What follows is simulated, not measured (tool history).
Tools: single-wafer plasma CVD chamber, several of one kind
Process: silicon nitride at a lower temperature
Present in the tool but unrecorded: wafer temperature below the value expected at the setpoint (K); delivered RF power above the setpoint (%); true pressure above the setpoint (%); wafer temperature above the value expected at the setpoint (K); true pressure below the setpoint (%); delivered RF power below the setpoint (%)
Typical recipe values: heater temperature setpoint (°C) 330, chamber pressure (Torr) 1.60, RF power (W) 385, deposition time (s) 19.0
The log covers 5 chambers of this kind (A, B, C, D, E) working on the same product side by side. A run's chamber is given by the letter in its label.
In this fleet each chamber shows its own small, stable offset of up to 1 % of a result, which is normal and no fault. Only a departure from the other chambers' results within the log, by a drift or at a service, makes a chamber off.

run,day,heater temperature setpoint (°C),chamber pressure (Torr),RF power (W),deposition time (s),hours since the last thermocouple change,hours since the last RF generator calibration,hours since the last manometer calibration,"read-back reference wafer on the same gauge, thickness_nm",mean film thickness on the monitor wafer (nm)
1E,0.458,330,1.60,385,19.0,126.4,404.3,1412.0,24.697,26.433
2B,0.712,330,1.60,385,19.0,700.8,1402.6,929.2,24.698,26.215
3D,1.054,330,1.60,385,19.0,434.0,2371.4,1042.7,24.692,26.503
4C,1.400,330,1.60,385,19.0,295.0,871.3,1545.8,24.692,26.378
5A,1.912,330,1.60,385,19.0,159.7,1693.1,1367.6,24.685,26.664
6C,2.242,330,1.60,385,19.0,315.2,891.5,1566.0,24.682,26.364
7D,2.604,330,1.60,385,19.0,471.2,2408.6,1079.9,24.679,26.472
8A,2.971,330,1.60,385,19.0,185.1,1718.5,1393.0,24.678,26.698
9B,3.417,336,1.60,385,20.6,765.7,1467.5,994.1,24.663,28.346
10E,3.825,336,1.60,385,20.6,207.2,485.1,1492.8,24.666,28.531
11C,4.175,336,1.60,385,20.6,361.6,937.9,1612.4,24.673,28.595
12E,4.608,336,1.60,385,20.6,226.0,503.9,1511.6,24.662,28.495
13D,5.058,336,1.60,385,20.6,530.1,2467.5,1138.8,24.656,28.572
14B,5.317,330,1.60,385,19.0,811.3,1513.1,1039.7,24.652,26.164
15A,5.683,330,1.60,385,21.5,250.2,1783.6,1458.1,24.644,30.079
16A,6.121,330,1.60,385,21.5,260.7,1794.1,1468.6,24.646,30.091
17E,6.521,330,1.60,385,21.5,271.9,549.8,1557.5,24.637,29.786
18B,7.012,330,1.60,385,21.5,852.0,1553.8,1080.4,24.642,29.595
19D,7.421,330,1.60,385,21.5,586.8,2524.2,1195.5,24.630,29.920
20C,8.000,322,1.60,385,19.0,453.4,1029.7,1704.2,24.628,26.418
21E,8.388,322,1.60,385,19.0,316.7,594.6,1602.3,24.626,26.416
# day 8.683: chamber D: RF generator calibrated
# day 8.775: chamber B: capacitance manometer re-zeroed and calibrated
22D,8.954,322,1.60,385,19.0,623.6,6.5,1232.3,24.625,26.460
23C,9.483,322,1.60,385,19.0,489.0,1065.3,1739.8,24.623,26.438
24B,9.796,322,1.60,385,19.0,918.8,1620.6,24.6,24.614,26.247
25A,10.071,330,1.60,385,19.0,355.5,1888.9,1563.4,24.615,26.534
26C,10.421,330,1.60,385,19.0,511.5,1087.8,1762.3,24.608,26.357
27E,10.733,330,1.60,385,19.0,373.0,650.9,1658.6,24.603,26.334
28B,11.142,330,1.60,385,19.0,951.1,1652.9,56.9,24.602,26.175
29D,11.525,330,1.60,385,19.0,685.3,68.2,1294.0,24.598,26.373
30A,11.783,330,1.60,385,19.0,396.6,1930.0,1604.5,24.598,26.578
31A,12.192,330,1.60,385,19.0,406.4,1939.8,1614.3,24.595,26.510
32C,12.729,325,1.31,385,19.0,566.9,1143.2,1817.7,24.596,24.899
33B,13.104,325,1.31,385,19.0,998.2,1700.0,104.0,24.587,24.759

Predict what each chamber gives when all 5 of them run the settings below next.
34A,13.521,330,1.60,385,19.0,,,,,?
34B,13.521,330,1.60,385,19.0,,,,,?
34C,13.521,330,1.60,385,19.0,,,,,?
34D,13.521,330,1.60,385,19.0,,,,,?
34E,13.521,330,1.60,385,19.0,,,,,?

run,mean film thickness on the monitor wafer (nm)
34A,26.532
34B,26.198
34C,26.342
34D,26.415
34E,26.316
